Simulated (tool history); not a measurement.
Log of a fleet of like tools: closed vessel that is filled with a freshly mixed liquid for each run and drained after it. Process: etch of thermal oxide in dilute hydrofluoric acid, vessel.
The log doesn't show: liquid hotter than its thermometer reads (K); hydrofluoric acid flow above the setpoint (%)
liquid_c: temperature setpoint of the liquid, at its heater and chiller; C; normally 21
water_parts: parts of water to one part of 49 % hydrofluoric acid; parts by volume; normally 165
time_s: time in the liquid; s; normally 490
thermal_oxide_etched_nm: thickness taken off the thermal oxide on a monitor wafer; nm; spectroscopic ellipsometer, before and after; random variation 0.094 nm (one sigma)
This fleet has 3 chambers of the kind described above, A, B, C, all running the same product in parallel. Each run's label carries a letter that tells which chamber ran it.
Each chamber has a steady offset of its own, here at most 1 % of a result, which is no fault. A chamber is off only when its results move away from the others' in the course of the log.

run	hour	liquid_c	water_parts	time_s	hours since the thermometer was replaced	hours since the hydrofluoric acid flow meter was replaced	read-back film thickness of the thermal oxide reference wafer, read on the same gauge (nm)	thermal_oxide_etched_nm
1A	5.8	21	165	490	278	115.4	40.028	11.444
2B	14.3	21	165	490	916.3	854.6	40.074	11.395
3C	23.9	21	165	490	386.9	49	40.04	11.505
4C	30.1	21	165	490	393.1	55.2	40.027	11.52
5A	37.3	21	165	490	309.5	146.9	40.063	11.547
6B	42.4	21	165	490	944.4	882.7	39.988	11.418
7A	47.9	21	165	490	320.1	157.5	39.982	11.694
8C	56.9	21	165	765	419.9	82	39.992	17.863
9B	66.1	21	165	765	968.1	906.4	39.999	17.836
10A	73.7	21	165	765	345.9	183.3	39.966	18.09
11B	81.4	21	165	490	983.4	921.7	39.939	11.613
12C	89.1	21	165	490	452.1	114.2	40.001	11.504
13C	97.8	21	165	490	460.8	122.9	39.944	11.34
14A	106.2	21	165	490	378.4	215.8	39.996	11.464
15B	114.7	23	165	305	1016.7	955	39.95	8.0705
16A	120.4	23	165	305	392.6	230	39.992	7.7873
17B	127	23	165	305	1029	967.3	39.973	8.2041
18C	134.7	21	165	490	497.7	159.8	39.962	11.432
19A	139.6	21	165	490	411.8	249.2	40.047	11.548
20B	145.4	21	165	490	1047.4	985.7	39.961	12.398
21C	151.7	21	125	490	514.7	176.8	40.001	15.736
22A	157	21	125	490	429.2	266.6	39.959	15.845
23B	164.9	21	125	490	1066.9	1005.2	39.987	17.682
24C	174.4	21	165	490	537.4	199.5	40.005	11.514

For the next run the whole fleet of 3 chambers uses the same settings. Give each chamber's results:
25A	181.4	21	165	490				?
25B	181.4	21	165	490				?
25C	181.4	21	165	490				?

run	thermal_oxide_etched_nm
25A	11.481
25B	12.759
25C	11.353
